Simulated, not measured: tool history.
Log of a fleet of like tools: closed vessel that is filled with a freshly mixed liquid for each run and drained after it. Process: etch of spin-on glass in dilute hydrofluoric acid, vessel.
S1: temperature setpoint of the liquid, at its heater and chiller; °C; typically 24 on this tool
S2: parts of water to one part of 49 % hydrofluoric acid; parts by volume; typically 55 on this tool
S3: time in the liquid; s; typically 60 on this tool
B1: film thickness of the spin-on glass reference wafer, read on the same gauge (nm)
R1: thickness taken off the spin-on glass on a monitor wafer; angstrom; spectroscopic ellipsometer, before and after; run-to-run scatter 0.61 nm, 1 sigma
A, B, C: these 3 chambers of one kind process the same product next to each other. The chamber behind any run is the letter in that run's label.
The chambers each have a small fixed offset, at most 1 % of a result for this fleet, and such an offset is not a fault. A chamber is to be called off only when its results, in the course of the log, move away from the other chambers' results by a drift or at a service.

{"run": "1C", "hour": 7.3, "S1": 24, "S2": 55, "S3": 60, "B1": 39.998, "R1": 619.53}
{"run": "2A", "hour": 15.6, "S1": 24, "S2": 55, "S3": 60, "B1": 39.996, "R1": 624.67}
{"run": "3B", "hour": 27.6, "S1": 24, "S2": 55, "S3": 60, "B1": 39.993, "R1": 623.6}
{"run": "4B", "hour": 41.3, "S1": 24, "S2": 55, "S3": 60, "B1": 39.992, "R1": 624.61}
{"run": "5C", "hour": 48.3, "S1": 24, "S2": 55, "S3": 60, "B1": 40.006, "R1": 628.4}
{"run": "6A", "hour": 58.3, "S1": 24, "S2": 55, "S3": 60, "B1": 39.996, "R1": 617.33}
{"run": "7C", "hour": 71.9, "S1": 24, "S2": 55, "S3": 60, "B1": 39.994, "R1": 630.15}
{"run": "8A", "hour": 82.0, "S1": 24, "S2": 55, "S3": 60, "B1": 40.014, "R1": 621.01}
{"run": "9B", "hour": 91.4, "S1": 24, "S2": 55, "S3": 60, "B1": 40.012, "R1": 629.4}
{"run": "10C", "hour": 103.5, "S1": 24, "S2": 55, "S3": 60, "B1": 39.997, "R1": 631.54}
{"run": "11B", "hour": 112.5, "S1": 24, "S2": 55, "S3": 60, "B1": 39.996, "R1": 637.63}
{"run": "12A", "hour": 124.8, "S1": 24, "S2": 55, "S3": 60, "B1": 39.996, "R1": 612.79}
{"run": "13A", "hour": 139.6, "S1": 24, "S2": 55, "S3": 60, "B1": 39.979, "R1": 617.45}
{"run": "14C", "hour": 155.4, "S1": 24, "S2": 55, "S3": 60, "B1": 39.992, "R1": 626.99}
{"run": "15B", "hour": 165.0, "S1": 24, "S2": 55, "S3": 60, "B1": 40.014, "R1": 624.52}
{"run": "16C", "hour": 180.2, "S1": 24, "S2": 55, "S3": 60, "B1": 40, "R1": 624.45}
{"run": "17A", "hour": 193.4, "S1": 24, "S2": 55, "S3": 60, "B1": 40.004, "R1": 624.2}
{"run": "18B", "hour": 201.6, "S1": 24, "S2": 55, "S3": 60, "B1": 40.011, "R1": 632.1}
{"run": "19C", "hour": 216.3, "S1": 24, "S2": 55, "S3": 60, "B1": 40.004, "R1": 619.45}
{"run": "20A", "hour": 227.3, "S1": 24, "S2": 40, "S3": 60, "B1": 40.02, "R1": 879.88}
{"run": "21B", "hour": 236.7, "S1": 24, "S2": 40, "S3": 60, "B1": 39.999, "R1": 881.51}
{"run": "22A", "hour": 251.7, "S1": 24, "S2": 40, "S3": 60, "B1": 39.997, "R1": 872.1}
{"run": "23B", "hour": 259.3, "S1": 24, "S2": 55, "S3": 60, "B1": 40.01, "R1": 626.33}
{"run": "24C", "hour": 275.2, "S1": 24, "S2": 55, "S3": 60, "B1": 39.998, "R1": 639.02}
{"run": "25A", "hour": 291.0, "S1": 27, "S2": 55, "S3": 90, "B1": 40, "R1": 1061.4}
{"run": "26B", "hour": 299.7, "S1": 27, "S2": 55, "S3": 90, "B1": 39.998, "R1": 1062.7}
{"run": "27C", "hour": 307.7, "S1": 27, "S2": 55, "S3": 90, "B1": 40, "R1": 1104.2}
{"run": "28A", "hour": 322.5, "S1": 24, "S2": 55, "S3": 60, "B1": 39.98, "R1": 620.96}
{"run": "29B", "hour": 337.6, "S1": 24, "S2": 75, "S3": 35, "B1": 39.998, "R1": 263.09}
{"run": "30C", "hour": 351.4, "S1": 24, "S2": 75, "S3": 35, "B1": 39.991, "R1": 274.42}
{"hour": 351.5, "done": "chamber A: hydrofluoric acid flow meter replaced"}
{"run": "31C", "hour": 360.9, "S1": 24, "S2": 75, "S3": 35, "B1": 39.987, "R1": 279.91}
{"run": "32A", "hour": 371.4, "S1": 24, "S2": 55, "S3": 60, "B1": 40.019, "R1": 633.9}
{"hour": 376.6, "done": "chamber B: thermometer replaced"}
{"run": "33B", "hour": 379.8, "S1": 24, "S2": 55, "S3": 60, "B1": 39.999, "R1": 624.07}
{"run": "34B", "hour": 391.9, "S1": 24, "S2": 55, "S3": 60, "B1": 40.003, "R1": 632.81}
{"run": "35C", "hour": 407.6, "S1": 24, "S2": 55, "S3": 60, "B1": 40.005, "R1": 664.56}
{"run": "36A", "hour": 420.5, "S1": 24, "S2": 55, "S3": 60, "B1": 40.015, "R1": 611.38}
{"run": "37A", "hour": 432.9, "S1": 24, "S2": 55, "S3": 60, "B1": 40.003, "R1": 623.47}
{"run": "38C", "hour": 445.6, "S1": 24, "S2": 55, "S3": 60, "B1": 39.99, "R1": 688.69}
{"run": "39B", "hour": 461.3, "S1": 24, "S2": 55, "S3": 60, "B1": 39.982, "R1": 615.45}

Does one chamber stand apart from the rest, does the shared gauge drift, or is all well apart from small per-chamber offsets? Give the chamber and the most likely cause, where there is one.

Little by little, chamber C moves away from the other chambers.
Most likely cause: hydrofluoric acid flow above the setpoint (%) = 8.5.
The log might look much the same if the cause were instead: liquid hotter than its thermometer reads (K).

Which of the 4 candidates below, each the usual settings with something changed and its results left as question marks, puts chamber C back in line with what the other chambers give on the usual settings?
Maximum distance from the other chambers' mean on the usual settings for a result to count as in line: R1 21 angstrom
{"run": "40C-1", "hour": 472.8, "S1": 21.5, "S2": 55, "S3": 60, "R1": "?"}
{"run": "40C-2", "hour": 472.8, "S1": 24, "S2": 55, "S3": 50, "R1": "?"}
{"run": "40C-3", "hour": 472.8, "S1": 24.5, "S2": 50, "S3": 65, "R1": "?"}
{"run": "40C-4", "hour": 472.8, "S1": 24, "S2": 50, "S3": 60, "R1": "?"}

Mean of the other chambers on the usual settings: R1 622.72 angstrom
run=40C-1 R1=618.7
run=40C-2 R1=571.02
run=40C-3 R1=837.02
run=40C-4 R1=757.2
40C-1 brings the chamber back in line.

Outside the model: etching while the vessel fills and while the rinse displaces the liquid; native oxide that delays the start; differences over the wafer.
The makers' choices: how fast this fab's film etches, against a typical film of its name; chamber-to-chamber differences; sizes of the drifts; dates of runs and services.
